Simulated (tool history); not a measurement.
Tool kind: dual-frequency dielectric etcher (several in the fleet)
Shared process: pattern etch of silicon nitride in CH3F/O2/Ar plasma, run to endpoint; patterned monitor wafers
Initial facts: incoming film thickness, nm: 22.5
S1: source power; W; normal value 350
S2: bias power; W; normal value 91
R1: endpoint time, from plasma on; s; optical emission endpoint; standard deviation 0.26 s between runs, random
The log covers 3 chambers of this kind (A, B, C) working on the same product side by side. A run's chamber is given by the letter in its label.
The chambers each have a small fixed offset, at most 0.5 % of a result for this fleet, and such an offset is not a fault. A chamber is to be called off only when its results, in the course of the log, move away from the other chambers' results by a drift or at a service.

Run 1C, hour 4.5: usual settings. Result: R1 31.18 s.
Run 2B, hour 13: usual settings. Result: R1 31.349 s.
Run 3A, hour 19.3: usual settings. Result: R1 31.284 s.
Run 4C, hour 25.6: usual settings. Result: R1 31.226 s.
Run 5B, hour 32.8: usual settings but S2 82 W. Result: R1 33.065 s.
Run 6A, hour 42.1: usual settings but S2 82 W. Result: R1 32.672 s.
Run 7B, hour 46.4: usual settings but S2 82 W. Result: R1 32.427 s.
Run 8C, hour 55.1: usual settings. Result: R1 31.228 s.
Run 9A, hour 60.2: usual settings. Result: R1 31.262 s.
Run 10A, hour 66.8: usual settings. Result: R1 31.735 s.
At hour 67.4: chamber A: wet clean of the chamber.
Run 11B, hour 71.8: usual settings but S1 420 W, S2 104 W. Result: R1 27.767 s.
Run 12C, hour 78.2: usual settings but S1 420 W, S2 104 W. Result: R1 27.821 s.
Run 13B, hour 86.6: usual settings but S1 420 W, S2 104 W. Result: R1 27.571 s.
Run 14A, hour 91.2: usual settings. Result: R1 32.223 s.
Run 15C, hour 96.7: usual settings. Result: R1 31.536 s.
Run 16A, hour 104.8: usual settings. Result: R1 31.701 s.
Run 17C, hour 113.5: usual settings. Result: R1 31.37 s.
Run 18B, hour 118.3: usual settings. Result: R1 30.958 s.
Run 19C, hour 125.1: usual settings. Result: R1 31.462 s.
At hour 126.2: chamber B: wet clean of the chamber.
Run 20B, hour 132.9: usual settings. Result: R1 31.338 s.
Run 21A, hour 141: usual settings. Result: R1 31.254 s.
Run 22C, hour 145.8: usual settings but S1 300 W, S2 72 W. Result: R1 36.162 s.
Run 23A, hour 152.1: usual settings but S1 300 W, S2 72 W. Result: R1 36.501 s.
Run 24B, hour 161.5: usual settings but S1 300 W, S2 72 W. Result: R1 35.883 s.
Run 25A, hour 169.5: usual settings. Result: R1 31.855 s.
At hour 173.7: chamber C: wet clean of the chamber.
Run 26C, hour 175.4: usual settings. Result: R1 30.972 s.
Run 27B, hour 182.8: usual settings. Result: R1 31.514 s.
Run 28B, hour 190.2: usual settings. Result: R1 31.552 s.
Run 29C, hour 194.8: usual settings. Result: R1 31.527 s.

One chamber off, gauge drift, or nothing amiss beyond the chambers' own small offsets? If it is a chamber, which one, and what is the likeliest cause?

Nothing is wrong: each chamber keeps only its own small, steady offset and the gauge holds still.

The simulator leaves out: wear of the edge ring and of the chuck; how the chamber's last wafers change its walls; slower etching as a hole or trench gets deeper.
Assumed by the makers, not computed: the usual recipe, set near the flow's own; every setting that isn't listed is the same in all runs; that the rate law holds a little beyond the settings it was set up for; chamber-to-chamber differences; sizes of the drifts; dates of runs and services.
